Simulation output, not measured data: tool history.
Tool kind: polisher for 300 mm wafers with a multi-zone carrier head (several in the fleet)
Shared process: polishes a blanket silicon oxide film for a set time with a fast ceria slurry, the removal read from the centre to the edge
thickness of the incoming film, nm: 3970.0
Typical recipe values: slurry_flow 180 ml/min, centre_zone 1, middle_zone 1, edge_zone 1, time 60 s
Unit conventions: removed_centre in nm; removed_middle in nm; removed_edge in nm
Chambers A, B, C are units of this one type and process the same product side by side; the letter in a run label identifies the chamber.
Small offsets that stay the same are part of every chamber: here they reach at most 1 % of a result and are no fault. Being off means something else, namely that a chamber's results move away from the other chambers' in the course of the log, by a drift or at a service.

run,hour,slurry_flow,centre_zone,middle_zone,edge_zone,time,wafers polished on this pad,hours since the slurry nozzle was cleaned,hours since the centre zone pressure was calibrated,hours since the edge zone pressure was calibrated,removed_centre,removed_middle,removed_edge
1B,7.2,180,1,1,1,60,582,53.3,261,156.8,840.07,842.85,825.7
# hour 10.1: chamber C: worn pad replaced by a new one
2A,14.1,180,1,1,1,60,678,139.4,1099.2,204.7,841.83,845.36,820.15
3C,19.3,180,1,1,1,60,115,25.1,668.2,223.3,832.86,830.44,816.73
4B,23.9,180,1,1,1,60,791,70,277.7,173.5,855.93,839.34,815.88
# hour 27.6: chamber A: worn pad replaced by a new one
5A,32.5,180,1,1.04,0.9,60,61,157.8,1117.6,223.1,836.56,857.09,782.67
6C,37.1,180,1,1.04,0.9,60,338,42.9,686,241.1,832.59,853.98,803.3
# hour 39.1: chamber B: worn pad replaced by a new one
7C,42.5,180,1,1.04,0.9,60,405,48.3,691.4,246.5,832.91,861.87,790.32
# hour 46.5: chamber B: centre zone pressure recalibrated
8B,47.6,180,1,1,1,60,107,93.7,1.1,197.2,816.66,840.9,825.3
9A,52,180,1,1,1,60,305,177.3,1137.1,242.6,826.88,829.31,827.91
# hour 58.3: chamber C: worn pad replaced by a new one
10B,59.4,180,1,1,1,60,254,105.5,12.9,209,836.35,834.11,824.82
11C,67.3,180,1,1,1,60,113,73.1,716.2,271.3,819.2,830.14,813.03
12A,73.8,240,1,1,1,60,577,199.1,1158.9,264.4,866.75,862.8,843.98
13C,79.4,240,1,1,1,60,264,85.2,728.3,283.4,865.06,861.27,840.18
14B,89.2,240,1,1,1,60,626,135.3,42.7,238.8,863.31,874.47,838.16
# hour 96.9: chamber A: worn pad replaced by a new one
15A,99,180,1.1,1,1.08,60,26,224.3,1184.1,289.6,919.91,838.04,860.68
16A,104,180,1.1,1,1.08,60,89,229.3,1189.1,294.6,909.76,832.21,876.08
# hour 108.9: chamber B: worn pad replaced by a new one
17C,111.8,180,1.1,1,1.08,60,668,117.6,760.7,315.8,894.92,831.87,879.16
# hour 115: chamber C: worn pad replaced by a new one
18B,116.2,180,1,1,1,60,91,162.3,69.7,265.8,830.44,824.02,821.82
19A,125.8,180,1,1,1,60,361,251.1,1210.9,316.4,825.49,843.68,848.23
20C,132.4,180,1,1,1,60,218,138.2,781.3,336.4,816.14,839.79,840.41

Is one chamber out of step, is the gauge drifting, or do the chambers differ by no more than their own small offsets? For an off chamber, give its letter and the likeliest cause.

No chamber stands off beyond its own small offset, and the gauge holds steady.
